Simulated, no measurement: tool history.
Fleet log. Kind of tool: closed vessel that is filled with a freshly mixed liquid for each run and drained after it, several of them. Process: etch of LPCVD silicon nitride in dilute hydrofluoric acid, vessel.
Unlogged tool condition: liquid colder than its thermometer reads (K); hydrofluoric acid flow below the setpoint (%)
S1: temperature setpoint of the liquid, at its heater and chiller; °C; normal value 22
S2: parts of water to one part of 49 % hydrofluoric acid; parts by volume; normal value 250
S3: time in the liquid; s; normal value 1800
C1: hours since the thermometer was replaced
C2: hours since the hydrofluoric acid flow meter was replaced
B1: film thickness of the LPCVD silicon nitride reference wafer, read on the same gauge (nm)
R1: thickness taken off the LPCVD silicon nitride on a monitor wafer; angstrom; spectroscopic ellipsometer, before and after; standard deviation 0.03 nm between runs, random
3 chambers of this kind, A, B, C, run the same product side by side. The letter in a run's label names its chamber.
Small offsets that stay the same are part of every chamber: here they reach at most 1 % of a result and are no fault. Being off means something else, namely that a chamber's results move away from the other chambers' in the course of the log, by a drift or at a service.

run,day,S1,S2,S3,C1,C2,B1,R1
1B,0.475,22,250,1800,1110.2,361.3,59.992,30.914
2C,0.871,22,250,1800,1404.7,182.6,60.006,31.138
3A,1.296,22,250,1800,277.6,452.3,59.991,30.451
4C,1.883,22,250,1800,1429,206.9,59.985,30.214
5B,2.183,22,250,2415,1151.2,402.3,59.999,40.759
6A,2.517,22,250,2415,306.9,481.6,60.009,41.653
7C,2.804,22,250,2415,1451.1,229,60.001,40.988
8A,3.333,22,250,1800,326.5,501.2,60.006,30.583
9B,3.9,22,250,1800,1192.4,443.5,59.992,30.895
10A,4.375,22,250,1800,351.5,526.2,60.002,31.027
11C,4.879,22,250,1800,1500.9,278.8,59.989,30.86
12B,5.308,22,250,1800,1226.2,477.3,59.99,29.766
13C,5.712,22,250,1800,1520.9,298.8,60.02,30.74
14B,6.05,22,250,1800,1244,495.1,60.02,30.174
15A,6.438,22,250,1800,401,575.7,59.996,30.632
16C,6.717,22,250,1800,1545,322.9,59.988,30.619
17B,7.121,22,250,1800,1269.7,520.8,59.978,29.924
18A,7.658,22,250,1800,430.3,605,60.02,30.667
19B,8.192,22,250,1800,1295.4,546.5,60.005,30.126
20A,8.629,22,250,1800,453.6,628.3,60.001,31.128
21C,9.154,22,250,1800,1603.5,381.4,60.026,30.385
22C,9.517,22,250,1800,1612.2,390.1,60.002,30.614
23B,9.779,22,250,1800,1333.5,584.6,60.01,29.04
24A,10.108,22,250,1800,489.1,663.8,59.994,30.886
25B,10.692,22,250,1800,1355.4,606.5,60.011,28.975
# day 11.175: chamber C: thermometer replaced
26C,11.196,22,250,1800,0.6,430.4,59.997,30.318
27A,11.746,22,250,1800,528.4,703.1,59.997,30.69
28B,12.221,22,165,2285,1392.1,643.2,59.999,54.733
29C,12.692,22,165,2285,36.5,466.3,59.996,58.35
30A,13.133,22,165,2285,561.7,736.4,59.995,58.711
31B,13.654,22,250,1800,1426.5,677.6,60.007,28.307
32A,14.104,22,250,1800,585,759.7,59.994,30.607
33C,14.408,22,250,1800,77.7,507.5,60.014,30.102
# day 14.721: chamber C: hydrofluoric acid flow meter replaced
34A,14.879,22,250,1800,603.6,778.3,60,30.323
35B,15.154,22,250,1800,1462.5,713.6,60.001,28.494
36C,15.629,22,250,1800,107,21.9,60.004,30.342
37A,16.179,22,250,1800,634.8,809.5,60.011,30.746
# day 16.312: chamber A: hydrofluoric acid flow meter replaced
38B,16.708,22,250,1800,1499.8,750.9,60.005,27.517
39C,17.296,22,250,1800,147,61.9,60.004,30.342
40C,17.704,22,250,1800,156.8,71.7,60.001,30.426
41B,18.062,22,250,1800,1532.3,783.4,59.995,27.974
42A,18.35,22,250,925,686.9,48.9,59.986,15.887
43A,18.729,22,250,925,696,58,60.003,15.864

All chambers now run identical settings, listed one chamber a line with results as question marks. What results will each chamber show?
44A,19.15,22,250,1800,,,,?
44B,19.15,22,250,1800,,,,?
44C,19.15,22,250,1800,,,,?

run,R1
44A,31.029
44B,27.562
44C,30.756
